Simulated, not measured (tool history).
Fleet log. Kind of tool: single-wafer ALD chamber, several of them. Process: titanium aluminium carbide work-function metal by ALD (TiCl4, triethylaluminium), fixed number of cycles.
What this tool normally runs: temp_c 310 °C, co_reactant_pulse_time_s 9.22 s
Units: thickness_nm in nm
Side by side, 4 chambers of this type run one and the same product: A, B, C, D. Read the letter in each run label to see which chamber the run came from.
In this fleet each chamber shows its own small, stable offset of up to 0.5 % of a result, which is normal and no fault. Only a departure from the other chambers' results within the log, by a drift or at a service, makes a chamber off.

run,hour,temp_c,co_reactant_pulse_time_s,hours since the last thermocouple change,hours since the last triethylaluminium bottle change,"read-back reference wafer on the same gauge, thickness_nm",thickness_nm
1B,5.1,310,9.22,372.9,900.6,2.1101,2.0516
2A,15.4,310,9.22,563.5,490.9,2.1106,2.0628
3C,23.7,310,9.22,1343.1,1708.9,2.1102,2.0617
4D,33.4,310,9.22,1591.3,725.9,2.1094,2.0729
# hour 38.4: chamber D: thermocouple changed; heater temperature recalibrated
5B,41.9,310,9.22,409.7,937.4,2.1085,2.0525
6C,50.4,310,9.22,1369.8,1735.6,2.1097,2.0583
7D,61.3,310,9.22,23,753.8,2.1093,2.068
8A,70.6,310,9.22,618.7,546.1,2.1103,2.0531
9A,76.7,321,11.61,624.8,552.2,2.1091,2.2071
# hour 82.7: chamber C: triethylaluminium bottle replaced
10C,85.1,321,11.61,1404.5,2.5,2.111,2.2148
11B,91.1,321,11.61,458.9,986.6,2.1098,2.1947
12D,97.6,321,11.61,59.3,790.1,2.11,2.2154
13B,107.1,310,9.22,474.9,1002.6,2.1098,2.0401
14A,112.8,310,9.22,660.9,588.3,2.1094,2.0546
15C,124.4,310,9.22,1443.8,41.8,2.1101,2.0603
16D,130.1,310,9.22,91.8,822.6,2.1101,2.0682
17C,141.1,310,12.04,1460.5,58.5,2.1105,2.1186
18A,149.2,310,12.04,697.3,624.7,2.1101,2.1139
19B,159.3,310,12.04,527.1,1054.8,2.1096,2.0906
20D,169.5,310,12.04,131.2,862,2.1105,2.1251
21A,176,310,9.22,724.1,651.5,2.1081,2.0585
22D,181.1,310,9.22,142.8,873.6,2.1104,2.0754
# hour 183.4: chamber D: triethylaluminium bottle replaced
23B,192.7,310,9.22,560.5,1088.2,2.1108,2.0263
24C,202.8,298,7.13,1522.2,120.2,2.1094,1.8666
25C,208.8,298,7.13,1528.2,126.2,2.11,1.8689
26B,217.4,298,7.13,585.2,1112.9,2.1098,1.826
27A,225.8,298,7.13,773.9,701.3,2.1103,1.8637
28D,236.5,310,9.22,198.2,53.2,2.11,2.0806
29C,243.6,310,9.22,1563,161,2.1107,2.0685
30B,255.2,310,9.22,623,1150.7,2.1096,2.0094
31D,262.7,310,9.22,224.4,79.4,2.1084,2.0718
32A,274.2,305,5.82,822.3,749.7,2.1107,1.824

One chamber off, gauge drift, or nothing amiss beyond the chambers' own small offsets? If it is a chamber, which one, and what is the likeliest cause?

It is chamber B that slowly wanders off from its peers.
Most likely cause: wafer temperature below the value expected at the setpoint (K) = 5.86.
With only this log, it may be confused with: triethylaluminium dose below that of a fresh bottle (%).

Which of the 4 candidates below, each the usual settings with something changed and its results left as question marks, puts chamber B back in line with what the other chambers give on the usual settings?
To be in line, a result may differ from the other chambers' mean on the usual settings by at most: thickness_nm 0.017 nm
33B-1,282.6,310,8.54,,,,?
33B-2,282.6,314,9.99,,,,?
33B-3,282.6,312,9.22,,,,?
33B-4,282.6,306,8.45,,,,?

The mean the other chambers reach with the usual settings: thickness_nm 2.0647 nm
run,thickness_nm
33B-1,1.9855
33B-2,2.064
33B-3,2.0259
33B-4,1.9479
With 33B-2, the chamber falls back in line with the rest.

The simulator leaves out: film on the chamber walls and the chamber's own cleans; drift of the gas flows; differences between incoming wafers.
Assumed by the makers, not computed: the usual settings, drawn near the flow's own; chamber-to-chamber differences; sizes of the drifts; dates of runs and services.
